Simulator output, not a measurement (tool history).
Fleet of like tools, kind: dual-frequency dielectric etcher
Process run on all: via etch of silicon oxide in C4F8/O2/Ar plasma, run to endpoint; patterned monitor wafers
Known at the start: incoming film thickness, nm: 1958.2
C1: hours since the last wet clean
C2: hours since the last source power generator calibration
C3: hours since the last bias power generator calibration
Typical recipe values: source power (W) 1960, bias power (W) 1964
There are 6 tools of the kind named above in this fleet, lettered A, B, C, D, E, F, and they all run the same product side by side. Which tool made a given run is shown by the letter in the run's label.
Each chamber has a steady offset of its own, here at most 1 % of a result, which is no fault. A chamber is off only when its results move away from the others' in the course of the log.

run 1B hour=7.7 | source_power_(W)=1960 bias_power_(W)=1964 | C1=418.5 C2=176.1 C3=1464.5 | endpoint_time_(s)=394.45
run 2C hour=17.6 | source_power_(W)=1960 bias_power_(W)=1964 | C1=315.4 C2=506.1 C3=1521.6 | endpoint_time_(s)=389.95
run 3E hour=29.1 | source_power_(W)=1960 bias_power_(W)=1964 | C1=215.6 C2=2845.3 C3=578.0 | endpoint_time_(s)=392.88
run 4F hour=43.9 | source_power_(W)=1960 bias_power_(W)=1964 | C1=249.5 C2=332.8 C3=1817.7 | endpoint_time_(s)=393.23
run 5D hour=57.5 | source_power_(W)=1960 bias_power_(W)=1964 | C1=127.9 C2=3554.1 C3=526.0 | endpoint_time_(s)=390.67
run 6A hour=65.7 | source_power_(W)=1960 bias_power_(W)=1964 | C1=398.9 C2=1436.2 C3=1240.5 | endpoint_time_(s)=395.46
-- hour=68.1 chamber A: wet clean of the chamber
run 7B hour=78.6 | source_power_(W)=2160 bias_power_(W)=1726 | C1=489.4 C2=247.0 C3=1535.4 | endpoint_time_(s)=392.25
run 8F hour=93.6 | source_power_(W)=2160 bias_power_(W)=1726 | C1=299.2 C2=382.5 C3=1867.4 | endpoint_time_(s)=395.31
run 9C hour=104.3 | source_power_(W)=2160 bias_power_(W)=1726 | C1=402.1 C2=592.8 C3=1608.3 | endpoint_time_(s)=389.92
run 10E hour=115.6 | source_power_(W)=2160 bias_power_(W)=1726 | C1=302.1 C2=2931.8 C3=664.5 | endpoint_time_(s)=392.25
run 11D hour=126.7 | source_power_(W)=2160 bias_power_(W)=1726 | C1=197.1 C2=3623.3 C3=595.2 | endpoint_time_(s)=388.19
run 12A hour=137.4 | source_power_(W)=2160 bias_power_(W)=1726 | C1=69.4 C2=1507.9 C3=1312.2 | endpoint_time_(s)=393.38
run 13E hour=150.8 | source_power_(W)=1960 bias_power_(W)=1964 | C1=337.3 C2=2967.0 C3=699.7 | endpoint_time_(s)=392.08
run 14F hour=159.3 | source_power_(W)=2140 bias_power_(W)=1964 | C1=364.9 C2=448.2 C3=1933.1 | endpoint_time_(s)=381.13
run 15B hour=168.4 | source_power_(W)=2140 bias_power_(W)=1964 | C1=579.2 C2=336.8 C3=1625.2 | endpoint_time_(s)=383.73
run 16D hour=181.4 | source_power_(W)=2140 bias_power_(W)=1964 | C1=251.8 C2=3678.0 C3=649.9 | endpoint_time_(s)=373.46
run 17A hour=191.2 | source_power_(W)=2140 bias_power_(W)=1964 | C1=123.2 C2=1561.7 C3=1366.0 | endpoint_time_(s)=378.02
run 18C hour=200.7 | source_power_(W)=2140 bias_power_(W)=1964 | C1=498.5 C2=689.2 C3=1704.7 | endpoint_time_(s)=376.29
run 19B hour=215.2 | source_power_(W)=2140 bias_power_(W)=1964 | C1=626.0 C2=383.6 C3=1672.0 | endpoint_time_(s)=380.28
run 20F hour=222.8 | source_power_(W)=1960 bias_power_(W)=1964 | C1=428.4 C2=511.7 C3=1996.6 | endpoint_time_(s)=394.14
-- hour=230.3 chamber B: wet clean of the chamber
run 21A hour=237.8 | source_power_(W)=1960 bias_power_(W)=1964 | C1=169.8 C2=1608.3 C3=1412.6 | endpoint_time_(s)=392.35
run 22D hour=249.4 | source_power_(W)=1960 bias_power_(W)=1964 | C1=319.8 C2=3746.0 C3=717.9 | endpoint_time_(s)=384.80
run 23C hour=264.6 | source_power_(W)=1960 bias_power_(W)=1964 | C1=562.4 C2=753.1 C3=1768.6 | endpoint_time_(s)=390.56
run 24E hour=279.1 | source_power_(W)=1960 bias_power_(W)=1964 | C1=465.6 C2=3095.3 C3=828.0 | endpoint_time_(s)=399.39
-- hour=285.4 chamber F: bias power generator calibrated
run 25B hour=287.0 | source_power_(W)=1960 bias_power_(W)=1964 | C1=56.8 C2=455.4 C3=1743.8 | endpoint_time_(s)=391.69
-- hour=287.9 chamber C: wet clean of the chamber
run 26D hour=300.1 | source_power_(W)=1960 bias_power_(W)=1964 | C1=370.5 C2=3796.7 C3=768.6 | endpoint_time_(s)=387.32
-- hour=303.3 chamber D: wet clean of the chamber
run 27E hour=314.1 | source_power_(W)=1960 bias_power_(W)=1964 | C1=500.6 C2=3130.3 C3=863.0 | endpoint_time_(s)=398.46
run 28F hour=327.0 | source_power_(W)=1960 bias_power_(W)=1964 | C1=532.6 C2=615.9 C3=41.7 | endpoint_time_(s)=394.69
run 29C hour=343.1 | source_power_(W)=1960 bias_power_(W)=1964 | C1=55.3 C2=831.6 C3=1847.1 | endpoint_time_(s)=394.78
run 30A hour=356.6 | source_power_(W)=1960 bias_power_(W)=1964 | C1=288.6 C2=1727.1 C3=1531.4 | endpoint_time_(s)=392.76
run 31F hour=370.6 | source_power_(W)=1960 bias_power_(W)=1964 | C1=576.2 C2=659.5 C3=85.3 | endpoint_time_(s)=393.00
-- hour=380.6 chamber B: bias power generator calibrated
run 32B hour=383.6 | source_power_(W)=1960 bias_power_(W)=1964 | C1=153.4 C2=552.0 C3=3.1 | endpoint_time_(s)=393.81
-- hour=391.7 chamber A: wet clean of the chamber
run 33E hour=396.1 | source_power_(W)=1960 bias_power_(W)=1964 | C1=582.6 C2=3212.3 C3=945.0 | endpoint_time_(s)=401.10
run 34A hour=411.0 | source_power_(W)=1680 bias_power_(W)=1964 | C1=19.3 C2=1781.5 C3=1585.8 | endpoint_time_(s)=418.14
run 35C hour=419.0 | source_power_(W)=1680 bias_power_(W)=1964 | C1=131.2 C2=907.5 C3=1923.0 | endpoint_time_(s)=414.95
run 36D hour=426.7 | source_power_(W)=1680 bias_power_(W)=1964 | C1=123.5 C2=3923.3 C3=895.2 | endpoint_time_(s)=414.93
run 37A hour=440.9 | source_power_(W)=1680 bias_power_(W)=1964 | C1=49.2 C2=1811.4 C3=1615.7 | endpoint_time_(s)=418.60
run 38D hour=454.9 | source_power_(W)=1680 bias_power_(W)=1964 | C1=151.7 C2=3951.5 C3=923.4 | endpoint_time_(s)=411.76

The same settings go to every chamber for the next run, one line per chamber below. Forecast the results for each:
run 39A hour=466.7 | source_power_(W)=1960 bias_power_(W)=1964 | endpoint_time_(s)=?
run 39B hour=466.7 | source_power_(W)=1960 bias_power_(W)=1964 | endpoint_time_(s)=?
run 39C hour=466.7 | source_power_(W)=1960 bias_power_(W)=1964 | endpoint_time_(s)=?
run 39D hour=466.7 | source_power_(W)=1960 bias_power_(W)=1964 | endpoint_time_(s)=?
run 39E hour=466.7 | source_power_(W)=1960 bias_power_(W)=1964 | endpoint_time_(s)=?
run 39F hour=466.7 | source_power_(W)=1960 bias_power_(W)=1964 | endpoint_time_(s)=?

run=39A endpoint_time_(s)=391.77
run=39B endpoint_time_(s)=394.78
run=39C endpoint_time_(s)=388.97
run=39D endpoint_time_(s)=386.52
run=39E endpoint_time_(s)=402.85
run=39F endpoint_time_(s)=393.94
